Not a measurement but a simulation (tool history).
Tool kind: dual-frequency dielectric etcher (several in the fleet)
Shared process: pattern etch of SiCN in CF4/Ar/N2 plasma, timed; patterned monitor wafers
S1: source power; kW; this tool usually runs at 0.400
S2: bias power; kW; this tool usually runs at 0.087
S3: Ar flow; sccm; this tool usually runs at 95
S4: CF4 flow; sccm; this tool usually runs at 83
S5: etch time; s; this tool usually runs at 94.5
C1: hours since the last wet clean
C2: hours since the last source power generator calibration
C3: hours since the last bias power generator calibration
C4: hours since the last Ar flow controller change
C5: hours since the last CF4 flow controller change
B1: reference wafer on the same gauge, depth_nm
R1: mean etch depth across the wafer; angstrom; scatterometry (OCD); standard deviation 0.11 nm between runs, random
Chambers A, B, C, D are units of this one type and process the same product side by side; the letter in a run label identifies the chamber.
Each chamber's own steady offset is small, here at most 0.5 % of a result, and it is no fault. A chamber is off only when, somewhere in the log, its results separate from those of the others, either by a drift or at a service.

run,day,S1,S2,S3,S4,S5,C1,C2,C3,C4,C5,B1,R1
1C,0.450,0.400,0.087,95,83,94.5,247.0,216.8,339.7,3429.5,2890.4,96.627,807.64
2D,0.883,0.400,0.087,95,83,94.5,391.1,3209.5,3172.0,39.6,2777.7,96.628,807.52
3B,1.092,0.400,0.087,95,83,94.5,55.8,994.2,2998.0,77.1,4698.8,96.661,809.77
# day 1.371: chamber D: bias power generator calibrated
4A,1.388,0.400,0.087,95,83,94.5,200.4,955.8,755.1,3717.1,263.9,96.643,810.85
5D,1.700,0.400,0.087,95,83,94.5,410.7,3229.1,7.9,59.2,2797.3,96.671,805.55
# day 1.767: chamber C: Ar flow controller replaced
6C,1.954,0.400,0.087,95,83,94.5,283.1,252.9,375.8,4.5,2926.5,96.695,807.31
7A,2.196,0.400,0.087,95,83,94.5,219.8,975.2,774.5,3736.5,283.3,96.674,810.35
8B,2.496,0.400,0.087,95,83,94.5,89.5,1027.9,3031.7,110.8,4732.5,96.696,812.75
9D,2.729,0.400,0.087,95,83,94.5,435.4,3253.8,32.6,83.9,2822.0,96.722,807.67
10C,2.954,0.320,0.087,86,83,94.5,307.1,276.9,399.8,28.5,2950.5,96.743,674.24
11B,3.412,0.320,0.087,86,83,94.5,111.5,1049.9,3053.7,132.8,4754.5,96.745,678.18
12A,3.638,0.320,0.087,86,83,94.5,254.4,1009.8,809.1,3771.1,317.9,96.727,676.47
13C,3.929,0.320,0.087,86,83,94.5,330.5,300.3,423.2,51.9,2973.9,96.773,674.70
14D,4.325,0.400,0.087,95,83,94.5,473.7,3292.1,70.9,122.2,2860.3,96.732,806.43
15A,4.746,0.400,0.087,115,83,94.5,281.0,1036.4,835.7,3797.7,344.5,96.819,792.67
16B,5.167,0.400,0.087,115,83,94.5,153.6,1092.0,3095.8,174.9,4796.6,96.802,792.43
17B,5.600,0.400,0.087,115,83,94.5,164.0,1102.4,3106.2,185.3,4807.0,96.825,792.69
18D,5.971,0.400,0.087,115,83,94.5,513.2,3331.6,110.4,161.7,2899.8,96.873,788.02
19A,6.338,0.400,0.087,95,83,94.5,319.2,1074.6,873.9,3835.9,382.7,96.836,814.19
20C,6.683,0.400,0.087,95,83,94.5,396.6,366.4,489.3,118.0,3040.0,96.894,807.40
21C,6.912,0.400,0.087,95,83,94.5,402.1,371.9,494.8,123.5,3045.5,96.837,808.26
22D,7.379,0.400,0.087,95,83,94.5,547.0,3365.4,144.2,195.5,2933.6,96.903,806.97
# day 7.612: chamber D: wet clean of the chamber
23B,7.667,0.460,0.087,95,73,94.5,213.6,1152.0,3155.8,234.9,4856.6,96.916,902.29
# day 7.846: chamber C: wet clean of the chamber
24A,7.896,0.460,0.087,95,73,94.5,356.6,1112.0,911.3,3873.3,420.1,96.913,899.83
25C,8.338,0.460,0.087,95,73,94.5,11.8,406.1,529.0,157.7,3079.7,96.928,897.55
26D,8.546,0.460,0.087,95,73,94.5,22.5,3393.4,172.2,223.5,2961.6,96.941,896.47
27B,8.792,0.400,0.087,95,83,94.5,240.6,1179.0,3182.8,261.9,4883.6,96.961,816.67
28A,9.158,0.400,0.087,95,83,94.5,386.9,1142.3,941.6,3903.6,450.4,96.991,814.22
29C,9.600,0.400,0.087,95,83,94.5,42.1,436.4,559.3,188.0,3110.0,96.986,811.29
30B,9.962,0.400,0.087,95,83,94.5,268.7,1207.1,3210.9,290.0,4911.7,97.011,815.23
31A,10.238,0.400,0.087,95,83,94.5,412.8,1168.2,967.5,3929.5,476.3,97.037,813.70
32D,10.575,0.400,0.087,95,83,94.5,71.2,3442.1,220.9,272.2,3010.3,97.045,810.00
33A,10.954,0.400,0.087,95,83,94.5,430.0,1185.4,984.7,3946.7,493.5,97.055,814.57
34C,11.162,0.400,0.087,95,83,94.5,79.6,473.9,596.8,225.5,3147.5,97.063,809.41
35B,11.600,0.400,0.087,95,83,94.5,308.0,1246.4,3250.2,329.3,4951.0,97.044,814.33
36D,12.029,0.400,0.087,95,63,94.5,106.1,3477.0,255.8,307.1,3045.2,97.085,782.52
37C,12.367,0.400,0.087,95,63,94.5,108.5,502.8,625.7,254.4,3176.4,97.129,781.86
38D,12.633,0.400,0.087,95,63,94.5,120.6,3491.5,270.3,321.6,3059.7,97.118,779.85
39A,13.012,0.400,0.087,95,63,94.5,479.4,1234.8,1034.1,3996.1,542.9,97.126,786.59

The same settings go to every chamber for the next run, one line per chamber below. Forecast the results for each:
40A,13.358,0.400,0.087,95,83,94.5,,,,,,,?
40B,13.358,0.400,0.087,95,83,94.5,,,,,,,?
40C,13.358,0.400,0.087,95,83,94.5,,,,,,,?
40D,13.358,0.400,0.087,95,83,94.5,,,,,,,?

run,R1
40A,814.04
40B,818.08
40C,810.59
40D,809.89
